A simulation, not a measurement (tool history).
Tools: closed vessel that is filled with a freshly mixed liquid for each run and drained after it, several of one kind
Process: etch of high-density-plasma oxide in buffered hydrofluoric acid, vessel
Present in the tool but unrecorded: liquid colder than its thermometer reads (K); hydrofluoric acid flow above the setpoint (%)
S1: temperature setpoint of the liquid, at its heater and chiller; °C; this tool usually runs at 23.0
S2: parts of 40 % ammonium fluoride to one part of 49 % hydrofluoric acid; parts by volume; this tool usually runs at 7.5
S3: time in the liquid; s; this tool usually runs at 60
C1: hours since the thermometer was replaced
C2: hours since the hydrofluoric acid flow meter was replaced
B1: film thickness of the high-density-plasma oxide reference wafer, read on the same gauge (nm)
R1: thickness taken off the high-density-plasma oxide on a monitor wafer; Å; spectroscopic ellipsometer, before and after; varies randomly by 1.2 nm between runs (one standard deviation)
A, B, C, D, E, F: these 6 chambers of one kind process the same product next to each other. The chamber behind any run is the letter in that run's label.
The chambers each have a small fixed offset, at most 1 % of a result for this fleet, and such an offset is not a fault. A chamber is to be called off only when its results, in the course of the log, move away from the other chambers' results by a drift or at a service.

run   hour    S1   S2  S3      C1      C2      B1      R1
 1F    3.2  23.0  7.5  60  1476.3   606.2  50.007  1514.1
 2A    8.0  23.0  7.5  60   419.2    80.6  49.977  1507.4
 3D   12.7  23.0  7.5  60   372.9  1640.4  50.021  1475.8
 4E   19.0  23.0  7.5  60   253.3   232.3  49.990  1511.9
 5B   22.6  23.0  5.5  75  1422.8   373.9  50.006  2516.4
      22.9  -- chamber B: thermometer replaced
 6C   28.0  23.0  5.5  75   206.8  1294.8  50.013  2487.8
 7C   34.9  23.0  5.5  75   213.7  1301.7  49.971  2481.1
 8B   40.4  23.0  5.5  75    17.6   391.7  50.031  2526.5
 9D   45.6  23.0  5.5  75   405.8  1673.3  49.995  2428.6
10F   51.4  23.0  5.5  75  1524.5   654.4  49.984  2507.9
11A   55.0  23.0  7.5  60   466.2   127.6  49.974  1514.4
12E   60.6  23.0  7.5  60   294.9   273.9  49.995  1539.1
13B   66.4  23.0  7.5  60    43.6   417.7  49.992  1498.9
14F   69.5  23.0  7.5  60  1542.6   672.5  49.979  1507.3
15C   73.4  23.0  7.5  60   252.2  1340.2  49.981  1511.6
16E   80.1  23.0  7.5  60   314.4   293.4  50.045  1563.6
17D   86.9  23.0  7.5  60   447.1  1714.6  49.994  1481.3
18A   91.1  23.0  7.5  60   502.3   163.7  49.966  1488.5
19A   95.3  23.0  7.5  60   506.5   167.9  49.939  1514.5
20D  100.2  23.0  7.5  60   460.4  1727.9  49.991  1486.4
21B  103.5  23.0  7.5  60    80.7   454.8  49.958  1517.9
22F  108.4  23.0  7.5  60  1581.5   711.4  49.966  1533.4
23E  115.3  23.0  7.5  60   349.6   328.6  49.982  1610.3
24C  120.2  23.0  7.5  60   299.0  1387.0  50.004  1487.0
25C  125.9  23.0  7.5  60   304.7  1392.7  49.987  1496.5
26A  129.4  23.0  7.5  60   540.6   202.0  50.017  1502.3
27E  135.5  23.0  7.5  60   369.8   348.8  50.004  1612.6
28F  140.1  26.0  7.5  60  1613.2   743.1  50.009  1784.9
29D  143.6  26.0  7.5  60   503.8  1771.3  49.999  1754.5
30B  148.2  26.0  7.5  60   125.4   499.5  50.034  1753.5
31A  152.7  26.0  7.5  60   563.9   225.3  50.033  1784.5
32B  156.5  26.0  7.5  60   133.7   507.8  49.962  1792.5
33C  162.4  26.0  7.5  60   341.2  1429.2  49.951  1768.3
34F  167.1  23.0  7.5  60  1640.2   770.1  49.999  1526.0
35E  172.8  23.0  7.5  60   407.1   386.1  50.016  1616.7
36D  176.3  23.0  7.5  60   536.5  1804.0  50.006  1501.8
37B  181.9  23.0  7.5  60   159.1   533.2  50.005  1519.8
38E  185.3  23.0  7.5  60   419.6   398.6  49.980  1656.0
39A  190.0  23.0  7.5  60   601.2   262.6  49.964  1504.8
40D  195.5  19.5  7.5  60   555.7  1823.2  49.953  1243.3

Is one chamber out of step, is the gauge drifting, or do the chambers differ by no more than their own small offsets? For an off chamber, give its letter and the likeliest cause.

Chamber E drifts away from the others.
Cause: hydrofluoric acid flow above the setpoint (%) = 10.9.
The log might look much the same if the cause were instead: liquid hotter than its thermometer reads (K).

Here are 4 candidates for chamber E's next run, each the usual settings with a change, their results left as question marks. Which one brings its results back in line with what the others give on the usual settings?
A result is in line if it is within this distance of the other chambers' mean on the usual settings: R1 41.0 Å
41E-1  200.5  24.0  7.5  60               ?
41E-2  200.5  21.0  7.5  60               ?
41E-3  200.5  23.5  7.5  65               ?
41E-4  200.5  23.0  8.0  60               ?

Mean of the other chambers on the usual settings: R1 1506.9 Å
  run      R1
41E-1  1758.5
41E-2  1491.1
41E-3  1853.8
41E-4  1566.0
41E-2 is the one that brings the chamber's results back in line with the other chambers.
